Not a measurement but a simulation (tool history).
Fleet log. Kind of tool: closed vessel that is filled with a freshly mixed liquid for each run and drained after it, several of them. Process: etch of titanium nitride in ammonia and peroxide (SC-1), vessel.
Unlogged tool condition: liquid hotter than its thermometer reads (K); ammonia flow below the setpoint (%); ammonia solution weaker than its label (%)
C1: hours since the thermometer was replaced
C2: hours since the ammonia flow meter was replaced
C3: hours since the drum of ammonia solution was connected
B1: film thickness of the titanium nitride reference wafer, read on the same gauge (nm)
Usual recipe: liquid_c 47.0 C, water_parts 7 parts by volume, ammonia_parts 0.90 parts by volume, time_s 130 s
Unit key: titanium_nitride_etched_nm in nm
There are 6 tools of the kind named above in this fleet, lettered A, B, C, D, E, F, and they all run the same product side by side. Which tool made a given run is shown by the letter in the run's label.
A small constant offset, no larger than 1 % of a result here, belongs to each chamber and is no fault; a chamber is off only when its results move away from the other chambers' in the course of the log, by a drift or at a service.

Run 1D, hour 4.5: usual settings; C1 332.9; C2 353.0; C3 641.9; B1 29.986. Result: titanium_nitride_etched_nm 7.6314 nm.
Run 2E, hour 9.4: usual settings; C1 790.7; C2 246.1; C3 544.0; B1 29.974. Result: titanium_nitride_etched_nm 7.5429 nm.
Run 3F, hour 14.2: usual settings; C1 979.9; C2 94.5; C3 25.8; B1 29.980. Result: titanium_nitride_etched_nm 7.4400 nm.
Run 4B, hour 18.9: usual settings; C1 861.1; C2 63.8; C3 501.2; B1 30.009. Result: titanium_nitride_etched_nm 7.6051 nm.
Run 5C, hour 23.7: usual settings; C1 45.6; C2 1687.9; C3 213.0; B1 29.986. Result: titanium_nitride_etched_nm 7.5460 nm.
Run 6A, hour 27.0: usual settings but liquid_c 54.5 C; C1 339.1; C2 373.2; C3 380.3; B1 29.989. Result: titanium_nitride_etched_nm 12.9390 nm.
Run 7E, hour 30.2: usual settings but liquid_c 54.5 C; C1 811.5; C2 266.9; C3 564.8; B1 29.986. Result: titanium_nitride_etched_nm 12.6680 nm.
Run 8D, hour 34.3: usual settings but liquid_c 54.5 C; C1 362.7; C2 382.8; C3 671.7; B1 29.976. Result: titanium_nitride_etched_nm 12.5670 nm.
Run 9B, hour 37.0: usual settings but liquid_c 54.5 C; C1 879.2; C2 81.9; C3 519.3; B1 29.998. Result: titanium_nitride_etched_nm 12.8620 nm.
Run 10F, hour 40.9: usual settings but liquid_c 54.5 C; C1 1006.6; C2 121.2; C3 52.5; B1 29.981. Result: titanium_nitride_etched_nm 12.7170 nm.
Run 11A, hour 44.2: usual settings but liquid_c 54.5 C; C1 356.3; C2 390.4; C3 397.5; B1 29.984. Result: titanium_nitride_etched_nm 12.7020 nm.
Run 12C, hour 49.0: usual settings; C1 70.9; C2 1713.2; C3 238.3; B1 29.973. Result: titanium_nitride_etched_nm 7.6139 nm.
Run 13D, hour 52.0: usual settings; C1 380.4; C2 400.5; C3 689.4; B1 30.008. Result: titanium_nitride_etched_nm 7.6498 nm.
Run 14C, hour 57.0: usual settings but liquid_c 40.5 C, water_parts 9 parts by volume; C1 78.9; C2 1721.2; C3 246.3; B1 29.979. Result: titanium_nitride_etched_nm 4.1576 nm.
Run 15F, hour 60.3: usual settings but liquid_c 40.5 C, water_parts 9 parts by volume; C1 1026.0; C2 140.6; C3 71.9; B1 29.986. Result: titanium_nitride_etched_nm 4.2486 nm.
Run 16E, hour 63.5: usual settings but liquid_c 40.5 C, water_parts 9 parts by volume; C1 844.8; C2 300.2; C3 598.1; B1 30.009. Result: titanium_nitride_etched_nm 4.1463 nm.
Run 17B, hour 67.2: usual settings but liquid_c 40.5 C, water_parts 9 parts by volume; C1 909.4; C2 112.1; C3 549.5; B1 29.986. Result: titanium_nitride_etched_nm 4.1880 nm.
Run 18A, hour 70.5: usual settings but liquid_c 40.5 C, water_parts 9 parts by volume; C1 382.6; C2 416.7; C3 423.8; B1 30.016. Result: titanium_nitride_etched_nm 4.1774 nm.
Run 19D, hour 72.8: usual settings but liquid_c 40.5 C, water_parts 9 parts by volume; C1 401.2; C2 421.3; C3 710.2; B1 29.974. Result: titanium_nitride_etched_nm 4.2290 nm.
Run 20E, hour 77.7: usual settings; C1 859.0; C2 314.4; C3 612.3; B1 30.011. Result: titanium_nitride_etched_nm 7.4369 nm.
Run 21F, hour 80.1: usual settings but liquid_c 53.5 C; C1 1045.8; C2 160.4; C3 91.7; B1 30.012. Result: titanium_nitride_etched_nm 12.1000 nm.
Run 22A, hour 83.0: usual settings but liquid_c 53.5 C; C1 395.1; C2 429.2; C3 436.3; B1 30.039. Result: titanium_nitride_etched_nm 11.9820 nm.
Run 23B, hour 85.2: usual settings but liquid_c 53.5 C; C1 927.4; C2 130.1; C3 567.5; B1 30.004. Result: titanium_nitride_etched_nm 11.9170 nm.
Run 24C, hour 90.1: usual settings but liquid_c 53.5 C; C1 112.0; C2 1754.3; C3 279.4; B1 30.002. Result: titanium_nitride_etched_nm 11.9950 nm.
Run 25C, hour 92.3: usual settings but liquid_c 53.5 C; C1 114.2; C2 1756.5; C3 281.6; B1 29.997. Result: titanium_nitride_etched_nm 11.9090 nm.
Run 26F, hour 96.8: usual settings but liquid_c 53.5 C; C1 1062.5; C2 177.1; C3 108.4; B1 29.978. Result: titanium_nitride_etched_nm 12.1410 nm.
Run 27B, hour 99.5: usual settings; C1 941.7; C2 144.4; C3 581.8; B1 29.993. Result: titanium_nitride_etched_nm 7.6804 nm.
Run 28E, hour 102.2: usual settings; C1 883.5; C2 338.9; C3 636.8; B1 30.006. Result: titanium_nitride_etched_nm 7.3682 nm.
Run 29D, hour 105.8: usual settings; C1 434.2; C2 454.3; C3 743.2; B1 30.037. Result: titanium_nitride_etched_nm 7.4947 nm.
Run 30A, hour 108.7: usual settings; C1 420.8; C2 454.9; C3 462.0; B1 30.016. Result: titanium_nitride_etched_nm 7.5214 nm.
Run 31E, hour 113.5: usual settings; C1 894.8; C2 350.2; C3 648.1; B1 29.991. Result: titanium_nitride_etched_nm 7.5117 nm.
Run 32A, hour 118.4: usual settings; C1 430.5; C2 464.6; C3 471.7; B1 30.015. Result: titanium_nitride_etched_nm 7.5223 nm.
Run 33B, hour 122.5: usual settings; C1 964.7; C2 167.4; C3 604.8; B1 30.006. Result: titanium_nitride_etched_nm 7.5742 nm.
Run 34F, hour 126.4: usual settings; C1 1092.1; C2 206.7; C3 138.0; B1 29.976. Result: titanium_nitride_etched_nm 8.0076 nm.
Run 35C, hour 129.4: usual settings; C1 151.3; C2 1793.6; C3 318.7; B1 29.975. Result: titanium_nitride_etched_nm 7.6024 nm.
Run 36D, hour 132.6: usual settings; C1 461.0; C2 481.1; C3 770.0; B1 30.004. Result: titanium_nitride_etched_nm 7.5976 nm.
Run 37D, hour 136.2: usual settings but water_parts 5 parts by volume, ammonia_parts 1.05 parts by volume; C1 464.6; C2 484.7; C3 773.6; B1 29.981. Result: titanium_nitride_etched_nm 8.9731 nm.
Run 38F, hour 141.2: usual settings but water_parts 5 parts by volume, ammonia_parts 1.05 parts by volume; C1 1106.9; C2 221.5; C3 152.8; B1 30.011. Result: titanium_nitride_etched_nm 9.5253 nm.
Run 39A, hour 144.2: usual settings but water_parts 5 parts by volume, ammonia_parts 1.05 parts by volume; C1 456.3; C2 490.4; C3 497.5; B1 30.028. Result: titanium_nitride_etched_nm 9.0211 nm.
Run 40E, hour 146.6: usual settings but water_parts 5 parts by volume, ammonia_parts 1.05 parts by volume; C1 927.9; C2 383.3; C3 681.2; B1 30.015. Result: titanium_nitride_etched_nm 8.8692 nm.
Run 41B, hour 150.4: usual settings but water_parts 5 parts by volume, ammonia_parts 1.05 parts by volume; C1 992.6; C2 195.3; C3 632.7; B1 30.024. Result: titanium_nitride_etched_nm 8.9298 nm.

Read the log: is a single chamber off, either drifting away or since a service, is the gauge that measures every chamber drifting, or is nothing wrong beyond small per-chamber offsets? Name any odd chamber and what most likely caused it.

One chamber, F, drifts off from the rest bit by bit.
Most likely cause: liquid hotter than its thermometer reads (K) = 1.03.

Chamber F could run next with any of the 4 candidate recipes listed below; each alters the usual settings, and their results appear as question marks. Which one brings its results back in line with what the other chambers deliver on the usual settings?
In-line tolerance around the mean of the other chambers on the usual settings: titanium_nitride_etched_nm 0.2300 nm
Run 42F-1, hour 154.1: usual settings but water_parts 5 parts by volume, ammonia_parts 1.00 parts by volume. Result: titanium_nitride_etched_nm ?.
Run 42F-2, hour 154.1: usual settings but liquid_c 48.0 C. Result: titanium_nitride_etched_nm ?.
Run 42F-3, hour 154.1: usual settings but liquid_c 46.0 C. Result: titanium_nitride_etched_nm ?.
Run 42F-4, hour 154.1: usual settings but liquid_c 46.0 C, time_s 120 s. Result: titanium_nitride_etched_nm ?.

Usual-settings mean across the other chambers: titanium_nitride_etched_nm 7.5606 nm
  run  titanium_nitride_etched_nm
42F-1                      9.6424
42F-2                      8.7478
42F-3                      7.6022
42F-4                      7.0174
Change 42F-3 lands the chamber within the allowed miss of the other chambers.

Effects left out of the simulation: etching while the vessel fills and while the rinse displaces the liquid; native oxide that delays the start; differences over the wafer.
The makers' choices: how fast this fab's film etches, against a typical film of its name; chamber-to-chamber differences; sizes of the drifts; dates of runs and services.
